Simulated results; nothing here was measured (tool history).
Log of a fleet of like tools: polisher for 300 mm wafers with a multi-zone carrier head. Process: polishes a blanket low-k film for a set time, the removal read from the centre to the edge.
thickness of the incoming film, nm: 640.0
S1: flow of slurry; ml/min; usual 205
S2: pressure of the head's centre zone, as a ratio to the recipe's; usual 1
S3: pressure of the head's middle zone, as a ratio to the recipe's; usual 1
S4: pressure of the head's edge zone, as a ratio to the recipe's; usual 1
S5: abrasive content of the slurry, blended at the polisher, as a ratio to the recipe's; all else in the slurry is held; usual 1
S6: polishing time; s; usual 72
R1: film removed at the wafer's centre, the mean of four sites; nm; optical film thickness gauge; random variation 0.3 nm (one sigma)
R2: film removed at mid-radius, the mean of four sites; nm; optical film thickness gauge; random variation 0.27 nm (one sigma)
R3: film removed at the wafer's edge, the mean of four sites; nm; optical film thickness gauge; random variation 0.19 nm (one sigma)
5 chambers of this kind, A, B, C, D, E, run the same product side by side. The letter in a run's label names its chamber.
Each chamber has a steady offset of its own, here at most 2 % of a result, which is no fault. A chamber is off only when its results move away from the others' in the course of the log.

| run | hour | S1 | S2 | S3 | S4 | S5 | S6 | R1 | R2 | R3 |
|---|---|---|---|---|---|---|---|---|---|---|
|  | 5.3 | chamber C: worn pad replaced by a new one |
| 1D | 10.7 | 205 | 1 | 1 | 1 | 1 | 72 | 28.002 | 27.979 | 28.054 |
|  | 11.2 | chamber E: worn pad replaced by a new one |
| 2E | 17.9 | 205 | 1 | 1 | 1 | 1 | 72 | 27.998 | 28.317 | 27.788 |
| 3B | 27.1 | 205 | 1 | 1 | 1 | 1 | 72 | 27.587 | 27.658 | 27.687 |
| 4A | 35 | 205 | 1 | 1 | 1 | 1 | 72 | 28.872 | 28.337 | 27.733 |
| 5C | 40.4 | 205 | 1 | 1 | 1 | 1 | 72 | 27.791 | 28.154 | 27.809 |
|  | 44.9 | chamber A: worn pad replaced by a new one |
| 6C | 51.6 | 205 | 1 | 1 | 1 | 1 | 72 | 27.811 | 27.868 | 27.878 |
|  | 56.3 | chamber E: centre zone pressure recalibrated |
| 7E | 61.3 | 205 | 1 | 1 | 1 | 1 | 72 | 27.767 | 27.738 | 27.476 |
|  | 71.6 | chamber B: worn pad replaced by a new one |
| 8D | 72 | 205 | 1 | 0.89 | 1 | 1.25 | 72 | 30.722 | 27.801 | 30.899 |
| 9B | 79.3 | 205 | 1 | 0.89 | 1 | 1.25 | 72 | 29.481 | 27.565 | 30.336 |
|  | 83.6 | chamber B: edge zone pressure recalibrated |
| 10A | 89 | 205 | 1 | 0.89 | 1 | 1.25 | 72 | 30.873 | 27.553 | 31.15 |
|  | 95.9 | chamber B: centre zone pressure recalibrated |
| 11B | 100.1 | 205 | 1 | 0.89 | 1 | 1.25 | 72 | 29.972 | 27.303 | 30.677 |
| 12A | 107.9 | 205 | 1 | 0.89 | 1 | 1.25 | 72 | 31.6 | 27.885 | 30.82 |
|  | 112.2 | chamber A: worn pad replaced by a new one |
|  | 113.2 | chamber D: worn pad replaced by a new one |
|  | 115.6 | chamber E: edge zone pressure recalibrated |
| 13C | 117.5 | 205 | 1 | 1 | 1 | 1 | 72 | 27.722 | 28.389 | 27.988 |
|  | 122.2 | chamber C: worn pad replaced by a new one |
|  | 125.5 | chamber E: worn pad replaced by a new one |
| 14D | 128.9 | 205 | 1 | 1 | 1 | 1 | 72 | 27.992 | 27.625 | 27.985 |
| 15E | 134.3 | 205 | 1 | 1 | 1 | 1 | 72 | 27.748 | 28.659 | 27.481 |
|  | 136.7 | chamber B: worn pad replaced by a new one |
|  | 138.2 | chamber C: slurry nozzle cleaned |
| 16E | 145.5 | 205 | 1 | 1 | 1 | 1 | 72 | 28.198 | 28.721 | 27.627 |
| 17C | 152.2 | 205 | 1 | 1 | 1 | 1 | 72 | 27.713 | 28.322 | 27.841 |
| 18B | 163.3 | 205 | 1 | 1 | 1 | 1 | 72 | 26.481 | 27.435 | 27.002 |
| 19D | 169.9 | 205 | 1 | 1 | 1 | 1 | 72 | 28.133 | 27.806 | 28.063 |
| 20A | 177.7 | 205 | 1 | 1 | 1 | 1 | 72 | 28.398 | 27.511 | 27.667 |
|  | 178.1 | chamber A: worn pad replaced by a new one |
| 21B | 187.3 | 205 | 0.9 | 1 | 1 | 1 | 72 | 23.834 | 27.43 | 27.17 |
|  | 189.4 | chamber A: slurry nozzle cleaned |
| 22A | 197 | 205 | 0.9 | 1 | 1 | 1 | 72 | 25.091 | 27.563 | 28.133 |
|  | 200.9 | chamber B: worn pad replaced by a new one |
| 23D | 207.7 | 205 | 0.9 | 1 | 1 | 1 | 72 | 25.208 | 28.138 | 28.108 |
| 24E | 213.6 | 205 | 0.9 | 1 | 1 | 1 | 72 | 25.199 | 28.07 | 27.84 |
|  | 221.2 | chamber D: slurry nozzle cleaned |
| 25C | 222 | 205 | 0.9 | 1 | 1 | 1 | 72 | 24.776 | 28.332 | 27.935 |
|  | 222.3 | chamber E: worn pad replaced by a new one |
| 26E | 229.8 | 205 | 1 | 1 | 0.92 | 1 | 88 | 34.71 | 34.816 | 31.941 |
|  | 234.5 | chamber C: worn pad replaced by a new one |
| 27A | 239.3 | 205 | 1 | 1 | 0.92 | 1 | 88 | 35.503 | 33.895 | 32.629 |
|  | 241 | chamber A: worn pad replaced by a new one |
| 28B | 244.7 | 205 | 1 | 1 | 0.92 | 1 | 88 | 32.516 | 32.325 | 31.648 |
|  | 245.8 | chamber D: worn pad replaced by a new one |
| 29D | 254.4 | 205 | 1 | 1 | 0.92 | 1 | 88 | 34.241 | 34.118 | 32.71 |
| 30C | 260.5 | 205 | 1 | 1 | 0.92 | 1 | 88 | 33.658 | 34.33 | 32.431 |
| 31A | 270.9 | 205 | 1 | 1 | 1 | 1 | 72 | 28.444 | 28.074 | 28.081 |
|  | 275.9 | chamber B: worn pad replaced by a new one |
| 32B | 279.2 | 205 | 1 | 1 | 1 | 1 | 72 | 25.626 | 26.413 | 26.319 |
| 33D | 285.7 | 205 | 1 | 1 | 1 | 1 | 72 | 28.147 | 27.873 | 28.289 |
| 34E | 291.5 | 150 | 1 | 1 | 1.04 | 1 | 72 | 26.995 | 26.891 | 26.898 |
| 35C | 296.6 | 150 | 1 | 1 | 1.04 | 1 | 72 | 26.302 | 26.896 | 27.214 |
|  | 303.7 | chamber A: worn pad replaced by a new one |
| 36D | 305.8 | 150 | 1 | 1 | 1.04 | 1 | 72 | 26.463 | 26.245 | 27.585 |
| 37C | 313.8 | 150 | 1 | 1 | 1.04 | 1 | 72 | 25.878 | 26.409 | 27.322 |
|  | 316 | chamber A: centre zone pressure recalibrated |
|  | 317.8 | chamber E: worn pad replaced by a new one |
| 38E | 324.1 | 150 | 1 | 1 | 1.04 | 1 | 72 | 26.26 | 26.872 | 27.168 |
| 39A | 329.3 | 205 | 1 | 1 | 1 | 1 | 72 | 28.259 | 27.716 | 27.918 |

All 5 chambers run these settings next. Forecast each chamber's results:
| 40A | 337.6 | 205 | 1 | 1 | 1 | 1 | 50 | ? | ? | ? |
| 40B | 337.6 | 205 | 1 | 1 | 1 | 1 | 50 | ? | ? | ? |
| 40C | 337.6 | 205 | 1 | 1 | 1 | 1 | 50 | ? | ? | ? |
| 40D | 337.6 | 205 | 1 | 1 | 1 | 1 | 50 | ? | ? | ? |
| 40E | 337.6 | 205 | 1 | 1 | 1 | 1 | 50 | ? | ? | ? |

| run | R1 | R2 | R3 |
|---|---|---|---|
| 40A | 19.505 | 19.492 | 19.54 |
| 40B | 17.185 | 17.892 | 18.126 |
| 40C | 19.632 | 19.291 | 19.323 |
| 40D | 19.766 | 19.412 | 19.364 |
| 40E | 19.347 | 19.687 | 18.802 |

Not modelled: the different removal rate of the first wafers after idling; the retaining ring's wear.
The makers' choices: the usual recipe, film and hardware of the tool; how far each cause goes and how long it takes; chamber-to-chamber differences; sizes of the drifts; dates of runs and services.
